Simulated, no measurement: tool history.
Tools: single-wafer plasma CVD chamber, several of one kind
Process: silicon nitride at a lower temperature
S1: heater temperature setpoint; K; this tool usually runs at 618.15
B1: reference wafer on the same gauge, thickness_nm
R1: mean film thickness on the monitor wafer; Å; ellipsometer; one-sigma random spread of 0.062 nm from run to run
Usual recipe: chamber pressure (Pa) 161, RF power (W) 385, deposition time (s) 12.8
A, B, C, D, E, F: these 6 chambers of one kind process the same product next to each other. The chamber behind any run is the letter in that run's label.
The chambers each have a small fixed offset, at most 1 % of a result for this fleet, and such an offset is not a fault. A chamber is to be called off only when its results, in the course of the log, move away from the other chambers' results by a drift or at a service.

Run 1D, hour 9.5: usual settings; B1 17.687. Result: R1 162.16 Å.
Run 2B, hour 14.9: usual settings; B1 17.692. Result: R1 163.00 Å.
At hour 15.2: chamber B: capacitance manometer re-zeroed and calibrated.
Run 3E, hour 24.0: usual settings; B1 17.694. Result: R1 163.16 Å.
Run 4F, hour 32.6: usual settings; B1 17.705. Result: R1 162.95 Å.
At hour 35.6: chamber A: capacitance manometer re-zeroed and calibrated.
Run 5A, hour 41.3: usual settings; B1 17.716. Result: R1 164.50 Å.
Run 6C, hour 46.0: usual settings; B1 17.708. Result: R1 162.75 Å.
Run 7D, hour 52.5: usual settings; B1 17.700. Result: R1 162.94 Å.
Run 8C, hour 61.6: usual settings but S1 626.15 K, chamber pressure (Pa) 180; B1 17.695. Result: R1 166.70 Å.
Run 9A, hour 70.0: usual settings but S1 626.15 K, chamber pressure (Pa) 180; B1 17.699. Result: R1 168.27 Å.
Run 10B, hour 75.6: usual settings but S1 626.15 K, chamber pressure (Pa) 180; B1 17.689. Result: R1 168.56 Å.
Run 11F, hour 83.7: usual settings but S1 626.15 K, chamber pressure (Pa) 180; B1 17.699. Result: R1 169.31 Å.
Run 12E, hour 88.3: usual settings but S1 626.15 K, chamber pressure (Pa) 180; B1 17.712. Result: R1 166.87 Å.
Run 13A, hour 92.7: usual settings but S1 626.15 K, chamber pressure (Pa) 180; B1 17.698. Result: R1 168.22 Å.
Run 14E, hour 100.2: usual settings but RF power (W) 335, deposition time (s) 14.7; B1 17.701. Result: R1 171.20 Å.
Run 15B, hour 108.1: usual settings but RF power (W) 335, deposition time (s) 14.7; B1 17.696. Result: R1 171.16 Å.
Run 16D, hour 116.3: usual settings but RF power (W) 335, deposition time (s) 14.7; B1 17.700. Result: R1 170.51 Å.
Run 17F, hour 120.9: usual settings but RF power (W) 335, deposition time (s) 14.7; B1 17.697. Result: R1 172.48 Å.
Run 18C, hour 127.0: usual settings but RF power (W) 335, deposition time (s) 14.7; B1 17.699. Result: R1 171.06 Å.
Run 19C, hour 136.2: usual settings but RF power (W) 335, deposition time (s) 14.7; B1 17.699. Result: R1 170.81 Å.
Run 20F, hour 142.5: usual settings; B1 17.700. Result: R1 165.04 Å.
Run 21B, hour 151.3: usual settings; B1 17.684. Result: R1 163.03 Å.
Run 22D, hour 157.1: usual settings but S1 623.15 K, chamber pressure (Pa) 147; B1 17.711. Result: R1 156.95 Å.
Run 23A, hour 161.7: usual settings but S1 623.15 K, chamber pressure (Pa) 147; B1 17.694. Result: R1 157.73 Å.
At hour 168.0: chamber D: RF generator calibrated.
At hour 169.8: chamber C: thermocouple changed; heater temperature recalibrated.
Run 24E, hour 171.1: usual settings but S1 623.15 K, chamber pressure (Pa) 147; B1 17.707. Result: R1 158.12 Å.
Run 25B, hour 178.3: usual settings but S1 623.15 K, chamber pressure (Pa) 147; B1 17.684. Result: R1 158.82 Å.
Run 26C, hour 186.5: usual settings but S1 623.15 K, chamber pressure (Pa) 147; B1 17.705. Result: R1 157.94 Å.
Run 27D, hour 193.1: usual settings but S1 623.15 K, chamber pressure (Pa) 147; B1 17.707. Result: R1 157.96 Å.
Run 28F, hour 202.9: usual settings; B1 17.690. Result: R1 164.32 Å.
Run 29E, hour 213.0: usual settings; B1 17.707. Result: R1 162.52 Å.
Run 30A, hour 221.5: usual settings; B1 17.729. Result: R1 164.79 Å.
At hour 225.7: chamber D: capacitance manometer re-zeroed and calibrated.
Run 31C, hour 229.7: usual settings; B1 17.695. Result: R1 163.18 Å.
Run 32F, hour 235.5: usual settings; B1 17.693. Result: R1 163.42 Å.
Run 33E, hour 242.8: usual settings but S1 608.15 K, deposition time (s) 13.9; B1 17.712. Result: R1 176.98 Å.
Run 34A, hour 251.7: usual settings but S1 608.15 K, deposition time (s) 13.9; B1 17.700. Result: R1 179.10 Å.
Run 35D, hour 256.5: usual settings but S1 608.15 K, deposition time (s) 13.9; B1 17.703. Result: R1 176.58 Å.
Run 36B, hour 262.0: usual settings but S1 608.15 K, deposition time (s) 13.9; B1 17.701. Result: R1 178.20 Å.
At hour 268.8: chamber E: thermocouple changed; heater temperature recalibrated.
Run 37D, hour 270.3: usual settings but S1 608.15 K, deposition time (s) 13.9; B1 17.720. Result: R1 177.40 Å.
Run 38A, hour 277.2: usual settings but S1 608.15 K, deposition time (s) 13.9; B1 17.704. Result: R1 179.11 Å.
Run 39B, hour 286.9: usual settings; B1 17.695. Result: R1 164.51 Å.
Run 40E, hour 291.6: usual settings; B1 17.704. Result: R1 162.19 Å.
Run 41F, hour 301.7: usual settings; B1 17.693. Result: R1 163.67 Å.
Run 42C, hour 309.2: usual settings; B1 17.695. Result: R1 162.86 Å.
Run 43C, hour 317.3: usual settings; B1 17.707. Result: R1 162.25 Å.

Is one chamber off against the others, does the gauge drift, or is nothing wrong? If a chamber is off, say which, and what the likeliest cause is.

No chamber is off and the gauge is stable; the differences are just each chamber's small, constant offset.
